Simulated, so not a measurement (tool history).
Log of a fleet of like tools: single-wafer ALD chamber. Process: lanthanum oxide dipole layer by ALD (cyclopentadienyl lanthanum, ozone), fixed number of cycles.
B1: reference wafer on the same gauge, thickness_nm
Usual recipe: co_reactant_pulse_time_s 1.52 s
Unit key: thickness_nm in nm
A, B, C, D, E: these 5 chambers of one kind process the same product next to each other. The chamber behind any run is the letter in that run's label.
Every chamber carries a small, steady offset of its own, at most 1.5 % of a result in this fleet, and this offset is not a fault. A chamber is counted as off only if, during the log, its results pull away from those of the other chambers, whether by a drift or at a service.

Run 1D, hour 4.8: usual settings; B1 0.64805. Result: thickness_nm 0.55231 nm.
Run 2B, hour 11.3: usual settings; B1 0.64752. Result: thickness_nm 0.54355 nm.
Run 3C, hour 14.6: usual settings; B1 0.64808. Result: thickness_nm 0.54570 nm.
Run 4A, hour 20.3: usual settings; B1 0.64813. Result: thickness_nm 0.55412 nm.
Run 5E, hour 23.7: usual settings; B1 0.64789. Result: thickness_nm 0.54117 nm.
Run 6C, hour 31.2: usual settings; B1 0.64767. Result: thickness_nm 0.54743 nm.
Run 7E, hour 37.7: usual settings; B1 0.64811. Result: thickness_nm 0.54832 nm.
Run 8D, hour 41.8: usual settings; B1 0.64802. Result: thickness_nm 0.55261 nm.
Run 9B, hour 48.2: usual settings; B1 0.64786. Result: thickness_nm 0.54556 nm.
Run 10A, hour 54.8: usual settings but co_reactant_pulse_time_s 1.99 s; B1 0.64789. Result: thickness_nm 0.57044 nm.
Run 11E, hour 59.7: usual settings but co_reactant_pulse_time_s 1.99 s; B1 0.64776. Result: thickness_nm 0.56237 nm.
Run 12C, hour 63.0: usual settings but co_reactant_pulse_time_s 1.99 s; B1 0.64769. Result: thickness_nm 0.56003 nm.
Run 13A, hour 66.4: usual settings but co_reactant_pulse_time_s 1.99 s; B1 0.64753. Result: thickness_nm 0.57340 nm.
Run 14D, hour 71.5: usual settings but co_reactant_pulse_time_s 1.99 s; B1 0.64747. Result: thickness_nm 0.57128 nm.
Run 15B, hour 78.6: usual settings but co_reactant_pulse_time_s 1.93 s; B1 0.64811. Result: thickness_nm 0.56002 nm.
Run 16D, hour 82.9: usual settings but co_reactant_pulse_time_s 1.93 s; B1 0.64824. Result: thickness_nm 0.56877 nm.
Run 17A, hour 89.3: usual settings but co_reactant_pulse_time_s 1.93 s; B1 0.64887. Result: thickness_nm 0.56647 nm.
Run 18C, hour 96.3: usual settings but co_reactant_pulse_time_s 1.93 s; B1 0.64867. Result: thickness_nm 0.56421 nm.
Run 19B, hour 100.6: usual settings but co_reactant_pulse_time_s 1.93 s; B1 0.64828. Result: thickness_nm 0.55811 nm.
Run 20E, hour 107.9: usual settings; B1 0.64855. Result: thickness_nm 0.54560 nm.
Run 21A, hour 114.2: usual settings; B1 0.64769. Result: thickness_nm 0.55246 nm.
Run 22C, hour 118.2: usual settings; B1 0.64772. Result: thickness_nm 0.55039 nm.
Run 23D, hour 122.0: usual settings; B1 0.64733. Result: thickness_nm 0.55335 nm.
Run 24E, hour 127.5: usual settings; B1 0.64770. Result: thickness_nm 0.54625 nm.
Run 25B, hour 135.0: usual settings; B1 0.64822. Result: thickness_nm 0.53973 nm.
Run 26E, hour 142.5: usual settings; B1 0.64850. Result: thickness_nm 0.54396 nm.
Run 27B, hour 146.1: usual settings; B1 0.64750. Result: thickness_nm 0.54233 nm.
Run 28D, hour 151.4: usual settings but co_reactant_pulse_time_s 1.91 s; B1 0.64833. Result: thickness_nm 0.56423 nm.
Run 29A, hour 154.8: usual settings but co_reactant_pulse_time_s 1.91 s; B1 0.64814. Result: thickness_nm 0.56881 nm.
Run 30C, hour 160.1: usual settings but co_reactant_pulse_time_s 1.91 s; B1 0.64821. Result: thickness_nm 0.56009 nm.

Is one chamber off against the others, does the gauge drift, or is nothing wrong? If a chamber is off, say which, and what the likeliest cause is.

All chambers stay in line apart from their small fixed offsets, and the gauge does not drift.
